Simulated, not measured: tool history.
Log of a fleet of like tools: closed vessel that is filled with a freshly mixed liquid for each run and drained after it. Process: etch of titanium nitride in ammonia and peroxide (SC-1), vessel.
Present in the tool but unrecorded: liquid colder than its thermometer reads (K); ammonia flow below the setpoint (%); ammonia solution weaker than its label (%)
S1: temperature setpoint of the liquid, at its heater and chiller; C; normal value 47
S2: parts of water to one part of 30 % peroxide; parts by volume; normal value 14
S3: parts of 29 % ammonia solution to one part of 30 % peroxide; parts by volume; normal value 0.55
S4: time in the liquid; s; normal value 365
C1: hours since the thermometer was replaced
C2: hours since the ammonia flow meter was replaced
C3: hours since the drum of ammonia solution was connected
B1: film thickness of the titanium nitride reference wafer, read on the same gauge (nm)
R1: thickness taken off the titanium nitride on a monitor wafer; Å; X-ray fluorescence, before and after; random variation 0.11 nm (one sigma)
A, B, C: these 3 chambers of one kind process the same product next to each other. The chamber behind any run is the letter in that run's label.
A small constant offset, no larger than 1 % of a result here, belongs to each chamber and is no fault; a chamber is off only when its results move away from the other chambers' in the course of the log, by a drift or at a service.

run	hour	S1	S2	S3	S4	C1	C2	C3	B1	R1
1B	4.8	47	14	0.55	365	1453.5	2029.1	322.9	29.995	153.03
2A	8.3	47	14	0.55	365	2337.5	1098.1	130.2	30.006	156.28
3C	15.5	47	14	0.55	365	409.6	1692.5	119.5	30.006	152.24
4C	22.3	47	14	0.55	365	416.4	1699.3	126.3	30.009	152.11
5A	29.5	47	14	0.55	365	2358.7	1119.3	151.4	30.001	154.74
6B	34.6	47	14	0.55	365	1483.3	2058.9	352.7	30.012	151.49
# hour 40.5: chamber C: ammonia flow meter replaced
7C	40.5	47	14	0.55	365	434.6	0.0	144.5	30.009	154.11
# hour 44.9: chamber A: thermometer replaced
8B	46.6	47	14	0.55	365	1495.3	2070.9	364.7	30.006	150.85
9A	53.6	47	14	0.55	365	8.8	1143.4	175.5	29.990	154.08
10A	60.8	47	14	0.55	365	16.0	1150.6	182.7	30.009	155.80
11C	67.8	47	14	0.55	365	461.9	27.3	171.8	30.009	154.30
12B	73.9	47	14	0.55	365	1522.6	2098.2	392.0	29.996	149.02
13C	79.3	47	14	0.55	365	473.4	38.8	183.3	30.011	153.40
# hour 82.8: chamber B: new drum of ammonia solution connected
14A	85.1	47	14	0.55	365	40.3	1174.9	207.0	30.002	157.28
15B	92.7	47	14	0.55	365	1541.4	2117.0	9.9	30.002	148.99
16B	99.3	47	14	0.55	365	1548.0	2123.6	16.5	30.006	148.75
# hour 101.7: chamber B: ammonia flow meter replaced
17A	104.3	47	14	0.55	365	59.5	1194.1	226.2	30.020	156.11
18C	110.7	47	14	0.55	365	504.8	70.2	214.7	29.994	154.16
19C	116.1	47	14	0.55	365	510.2	75.6	220.1	30.001	154.82
20A	120.4	47	14	0.55	365	75.6	1210.2	242.3	30.021	156.55
21B	124.3	47	14	0.55	365	1573.0	22.7	41.5	30.006	144.79
22B	130.5	47	14	0.55	365	1579.2	28.9	47.7	30.011	146.78
23C	135.5	47	14	0.55	365	529.6	95.0	239.5	30.012	152.78
24A	142.2	47	14	0.55	365	97.4	1232.0	264.1	30.006	154.08
25C	148.6	47	14	0.55	365	542.7	108.1	252.6	29.995	152.71
26A	153.7	47	14	0.55	365	108.9	1243.5	275.6	30.002	154.19
27B	158.9	47	14	0.55	365	1607.6	57.3	76.1	29.998	144.44
28A	163.8	47	14	0.55	365	119.0	1253.6	285.7	30.011	153.90
29B	168.3	47	14	0.70	500	1617.0	66.7	85.5	29.974	203.19
30C	174.9	47	14	0.70	500	569.0	134.4	278.9	30.009	221.79
31C	179.7	47	14	0.70	500	573.8	139.2	283.7	29.997	219.53

Has any chamber moved away from the others, gradually or after a service, or does the common gauge drift, or do the chambers differ only by their own small steady offsets? State the chamber and the most likely cause if one applies.

Chamber B drifts away from the others.
Most likely cause: liquid colder than its thermometer reads (K) = 1.05.

Chamber B could run next with any of the 4 candidate recipes listed below; each alters the usual settings, and their results appear as question marks. Which one brings its results back in line with what the other chambers deliver on the usual settings?
In-line tolerance around the mean of the other chambers on the usual settings: R1 3.70 Å
32B-1	185.2	48.0	13.5	0.55	385					?
32B-2	185.2	46.0	14.5	0.55	345					?
32B-3	185.2	47.5	14.0	0.55	380					?
32B-4	185.2	46.0	14.5	0.55	365					?

On the usual settings, the other chambers give on average: R1 154.56 Å
run	R1
32B-1	164.42
32B-2	123.16
32B-3	153.59
32B-4	130.30
32B-3 puts the chamber back in line with the other chambers.
